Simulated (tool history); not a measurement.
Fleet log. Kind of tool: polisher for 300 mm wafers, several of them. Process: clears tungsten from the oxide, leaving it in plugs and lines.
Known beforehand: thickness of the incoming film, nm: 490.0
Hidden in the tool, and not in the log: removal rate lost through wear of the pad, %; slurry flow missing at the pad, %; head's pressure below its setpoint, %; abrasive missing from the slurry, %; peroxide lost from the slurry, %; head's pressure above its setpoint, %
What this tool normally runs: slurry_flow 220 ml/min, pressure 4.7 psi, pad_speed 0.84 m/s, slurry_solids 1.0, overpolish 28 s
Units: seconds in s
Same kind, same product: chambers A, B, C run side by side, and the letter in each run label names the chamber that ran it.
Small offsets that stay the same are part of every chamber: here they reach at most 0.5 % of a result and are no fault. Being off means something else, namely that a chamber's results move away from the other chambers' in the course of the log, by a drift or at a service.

run    day  slurry_flow  pressure  pad_speed  slurry_solids  overpolish  wafers polished on this pad  hours since the slurry nozzle was cleaned  hours since the head pressure was calibrated  hours since the slurry blender was calibrated  hours since the slurry got fresh peroxide  seconds
     0.412  -- chamber C: worn pad replaced by a new one
 1A  0.458          220       4.7       0.84            1.0          28                          392                                      190.0                                         262.7                                          120.5                                       43.3   95.136
 2B  0.896          220       4.7       0.84            1.0          28                          544                                      111.2                                         212.3                                          118.2                                       30.8   95.088
     1.183  -- chamber B: worn pad replaced by a new one
 3C  1.233          220       4.7       0.84            1.0          28                          170                                      200.2                                         595.6                                          529.9                                       58.7   95.533
 4A  1.492          220       4.7       0.84            1.0          28                          605                                      214.8                                         287.5                                          145.3                                       68.1   95.087
     1.762  -- chamber C: slurry blender recalibrated
     1.783  -- chamber B: slurry tank refilled with fresh slurry and peroxide
 5B  2.017          220       4.7       0.84            1.0          28                          172                                      138.1                                         239.2                                          145.1                                        5.6   97.569
 6C  2.396          220       4.7       0.84            1.0          28                          410                                      228.1                                         623.5                                           15.3                                       86.6   94.875
     2.683  -- chamber C: slurry tank refilled with fresh slurry and peroxide
 7B  2.921          220       4.7       0.84            1.0          28                          359                                      159.8                                         260.9                                          166.8                                       27.3   98.151
 8A  3.350          220       5.8       1.00            1.0          28                          989                                      259.4                                         332.1                                          189.9                                      112.7   65.102
     3.604  -- chamber B: slurry tank refilled with fresh slurry and peroxide
 9C  3.604          220       5.8       1.00            1.0          28                          659                                      257.1                                         652.5                                           44.3                                       22.2   65.185
     3.896  -- chamber B: worn pad replaced by a new one
     3.979  -- chamber A: slurry blender recalibrated
10C  4.150          220       5.8       1.00            1.0          28                          772                                      270.2                                         665.6                                           57.4                                       35.3   63.260
     4.271  -- chamber A: worn pad replaced by a new one
11A  4.458          220       4.7       0.84            1.0          28                           39                                      286.0                                         358.7                                           11.5                                      139.3   97.155
12B  5.008          155       4.7       0.84            1.3          28                          229                                      209.9                                         311.0                                          216.9                                       33.8   92.182
13A  5.567          155       4.7       0.84            1.3          28                          268                                      312.6                                         385.3                                           38.1                                      165.9   96.860
     5.617  -- chamber B: slurry tank refilled with fresh slurry and peroxide
     5.896  -- chamber C: worn pad replaced by a new one
14C  5.921          155       4.7       0.84            1.3          28                            5                                      312.7                                         708.1                                           99.9                                       77.8   97.625
15B  6.179          220       4.7       0.84            1.0          28                          471                                      238.0                                         339.1                                          245.0                                       13.6   96.554
     6.217  -- chamber B: worn pad replaced by a new one
16C  6.612          220       4.7       0.84            1.0          28                          148                                      329.3                                         724.7                                          116.5                                       94.4   92.730
17B  6.917          220       4.7       0.84            1.0          28                          145                                      255.7                                         356.8                                          262.7                                       31.3   95.893
     7.292  -- chamber B: slurry tank refilled with fresh slurry and peroxide
     7.321  -- chamber C: slurry tank refilled with fresh slurry and peroxide
18A  7.371          220       4.7       0.84            1.0          28                          640                                      355.9                                         428.6                                           81.4                                      209.2  107.810
19A  7.896          220       4.7       0.84            1.0          28                          749                                      368.5                                         441.2                                           94.0                                      221.8  108.720
     8.142  -- chamber A: head pressure recalibrated
20C  8.304          220       4.7       0.84            1.0          28                          497                                      369.9                                         765.3                                          157.1                                       23.7   93.618
21B  8.567          220       4.7       0.84            1.0          28                          485                                      295.3                                         396.4                                          302.3                                       30.7   93.612
     8.896  -- chamber B: worn pad replaced by a new one
22B  8.967          285       4.7       1.00            1.0          28                           14                                      304.9                                         406.0                                          311.9                                       40.3   78.541
23A  9.525          285       4.7       1.00            1.0          28                         1085                                      407.6                                          33.3                                          133.1                                      260.9   92.010

Does one chamber stand apart from the rest, does the shared gauge drift, or is all well apart from small per-chamber offsets? Give the chamber and the most likely cause, where there is one.

Little by little, chamber A moves away from the other chambers.
Likeliest cause: peroxide lost from the slurry, % = 34.9.

Here are 4 candidates for chamber A's next run, each the usual settings with a change, their results left as question marks. Which one brings its results back in line with what the others give on the usual settings?
A result is in line if it is within this distance of the other chambers' mean on the usual settings: seconds 6.400 s
24A-1  9.929          220       4.3       0.76            1.0          28                                                                                                                                                                                                                        ?
24A-2  9.929          220       5.1       0.92            1.0          28                                                                                                                                                                                                                        ?
24A-3  9.929          220       4.6       0.82            1.0          28                                                                                                                                                                                                                        ?
24A-4  9.929          220       4.7       0.88            1.0          28                                                                                                                                                                                                                        ?

The mean the other chambers reach with the usual settings: seconds 95.552 s
  run  seconds
24A-1  135.140
24A-2   94.362
24A-3  117.200
24A-4  107.000
24A-2 brings the chamber back in line.
